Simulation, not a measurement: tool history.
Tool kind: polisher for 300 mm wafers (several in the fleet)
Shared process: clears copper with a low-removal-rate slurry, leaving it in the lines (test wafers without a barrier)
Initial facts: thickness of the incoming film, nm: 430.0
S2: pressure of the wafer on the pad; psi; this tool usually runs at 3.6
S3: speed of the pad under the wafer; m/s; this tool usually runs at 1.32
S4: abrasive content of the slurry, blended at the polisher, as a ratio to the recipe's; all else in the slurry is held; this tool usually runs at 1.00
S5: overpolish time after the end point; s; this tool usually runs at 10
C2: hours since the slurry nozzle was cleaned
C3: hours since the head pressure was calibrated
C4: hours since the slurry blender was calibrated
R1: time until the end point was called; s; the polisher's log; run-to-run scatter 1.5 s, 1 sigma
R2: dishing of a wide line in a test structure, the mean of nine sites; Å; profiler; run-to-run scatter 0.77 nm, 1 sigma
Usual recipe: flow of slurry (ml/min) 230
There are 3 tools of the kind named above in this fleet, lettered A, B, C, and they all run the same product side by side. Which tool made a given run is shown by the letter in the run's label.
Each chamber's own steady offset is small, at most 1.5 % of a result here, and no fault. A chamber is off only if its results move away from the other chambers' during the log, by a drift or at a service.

At hour 0.4: chamber A: worn pad replaced by a new one.
Run 1C, hour 10.5: usual settings; wafers polished on this pad 1168; C2 660.9; C3 473.5; C4 176.7. Result: R1 83.066 s, R2 341.40 Å.
Run 2A, hour 18.4: usual settings; wafers polished on this pad 201; C2 482.3; C3 145.6; C4 113.3. Result: R1 82.461 s, R2 356.97 Å.
At hour 19.9: chamber C: slurry blender recalibrated.
Run 3B, hour 24.4: usual settings; wafers polished on this pad 481; C2 813.9; C3 778.7; C4 126.7. Result: R1 82.332 s, R2 344.48 Å.
At hour 31.8: chamber C: worn pad replaced by a new one.
Run 4A, hour 37.6: usual settings; wafers polished on this pad 417; C2 501.5; C3 164.8; C4 132.5. Result: R1 81.629 s, R2 343.61 Å.
Run 5B, hour 50.6: usual settings but S3 1.14 m/s, S5 15 s; wafers polished on this pad 775; C2 840.1; C3 804.9; C4 152.9. Result: R1 93.512 s, R2 442.43 Å.
Run 6C, hour 59.1: usual settings but S3 1.14 m/s, S5 15 s; wafers polished on this pad 306; C2 709.5; C3 522.1; C4 39.3. Result: R1 94.955 s, R2 428.66 Å.
Run 7A, hour 70.4: usual settings but S3 1.14 m/s, S5 15 s; wafers polished on this pad 784; C2 534.3; C3 197.6; C4 165.3. Result: R1 97.117 s, R2 424.12 Å.
At hour 74.0: chamber B: worn pad replaced by a new one.
Run 8B, hour 82.7: usual settings; wafers polished on this pad 98; C2 872.2; C3 837.0; C4 185.0. Result: R1 82.351 s, R2 352.46 Å.
At hour 89.6: chamber C: slurry nozzle cleaned.
At hour 89.7: chamber B: slurry nozzle cleaned.
Run 9C, hour 90.5: usual settings; wafers polished on this pad 658; C2 0.9; C3 553.5; C4 70.7. Result: R1 79.480 s, R2 349.83 Å.
Run 10B, hour 102.0: usual settings; wafers polished on this pad 314; C2 12.4; C3 856.3; C4 204.3. Result: R1 84.429 s, R2 348.16 Å.
At hour 107.3: chamber B: head pressure recalibrated.
Run 11A, hour 114.2: usual settings; wafers polished on this pad 1275; C2 578.1; C3 241.4; C4 209.1. Result: R1 83.447 s, R2 348.34 Å.
Run 12C, hour 124.6: usual settings; wafers polished on this pad 1040; C2 35.0; C3 587.6; C4 104.8. Result: R1 78.229 s, R2 347.43 Å.
Run 13B, hour 134.2: usual settings; wafers polished on this pad 675; C2 44.6; C3 27.0; C4 236.5. Result: R1 81.804 s, R2 345.94 Å.
Run 14C, hour 141.6: usual settings but S2 4.7 psi, S5 15 s; wafers polished on this pad 1230; C2 52.0; C3 604.6; C4 121.8. Result: R1 63.294 s, R2 583.87 Å.
At hour 145.3: chamber A: worn pad replaced by a new one.
Run 15A, hour 149.1: usual settings but S2 4.7 psi, S5 15 s; wafers polished on this pad 42; C2 613.0; C3 276.3; C4 244.0. Result: R1 63.335 s, R2 598.35 Å.
At hour 154.8: chamber B: slurry blender recalibrated.
Run 16C, hour 160.8: usual settings but S2 4.7 psi, S5 15 s; wafers polished on this pad 1445; C2 71.2; C3 623.8; C4 141.0. Result: R1 59.639 s, R2 572.49 Å.
At hour 162.0: chamber C: worn pad replaced by a new one.
At hour 165.8: chamber B: worn pad replaced by a new one.
Run 17A, hour 173.4: usual settings; wafers polished on this pad 315; C2 637.3; C3 300.6; C4 268.3. Result: R1 80.599 s, R2 337.67 Å.
Run 18B, hour 181.0: usual settings; wafers polished on this pad 170; C2 91.4; C3 73.8; C4 26.3. Result: R1 81.421 s, R2 343.38 Å.
Run 19B, hour 189.0: usual settings; wafers polished on this pad 260; C2 99.4; C3 81.8; C4 34.3. Result: R1 80.790 s, R2 351.49 Å.
Run 20C, hour 200.8: usual settings; wafers polished on this pad 435; C2 111.2; C3 663.8; C4 181.0. Result: R1 81.506 s, R2 338.00 Å.
Run 21A, hour 209.4: usual settings but S2 4.5 psi; wafers polished on this pad 718; C2 673.3; C3 336.6; C4 304.3. Result: R1 66.719 s, R2 421.09 Å.
At hour 219.3: chamber A: slurry nozzle cleaned.
Run 22A, hour 222.6: usual settings but S2 4.5 psi; wafers polished on this pad 866; C2 3.3; C3 349.8; C4 317.5. Result: R1 67.172 s, R2 409.52 Å.
At hour 228.7: chamber A: slurry blender recalibrated.
Run 23B, hour 234.1: usual settings but S2 4.5 psi; wafers polished on this pad 765; C2 144.5; C3 126.9; C4 79.4. Result: R1 63.948 s, R2 412.63 Å.
At hour 243.4: chamber C: slurry blender recalibrated.
Run 24C, hour 244.2: usual settings; wafers polished on this pad 922; C2 154.6; C3 707.2; C4 0.9. Result: R1 81.813 s, R2 349.11 Å.
Run 25C, hour 256.1: usual settings; wafers polished on this pad 1055; C2 166.5; C3 719.1; C4 12.8. Result: R1 81.135 s, R2 354.12 Å.
At hour 263.9: chamber B: worn pad replaced by a new one.
Run 26A, hour 266.0: usual settings but S4 0.75; wafers polished on this pad 1352; C2 46.7; C3 393.2; C4 37.4. Result: R1 85.270 s, R2 329.98 Å.
Run 27B, hour 273.5: usual settings but S4 0.75; wafers polished on this pad 108; C2 183.9; C3 166.3; C4 118.8. Result: R1 88.588 s, R2 334.78 Å.
Run 28B, hour 279.6: usual settings but S4 0.75; wafers polished on this pad 176; C2 190.0; C3 172.4; C4 124.9. Result: R1 84.234 s, R2 337.51 Å.

Is one chamber out of step, is the gauge drifting, or do the chambers differ by no more than their own small offsets? For an off chamber, give its letter and the likeliest cause.

No chamber stands off beyond its own small offset, and the gauge holds steady.

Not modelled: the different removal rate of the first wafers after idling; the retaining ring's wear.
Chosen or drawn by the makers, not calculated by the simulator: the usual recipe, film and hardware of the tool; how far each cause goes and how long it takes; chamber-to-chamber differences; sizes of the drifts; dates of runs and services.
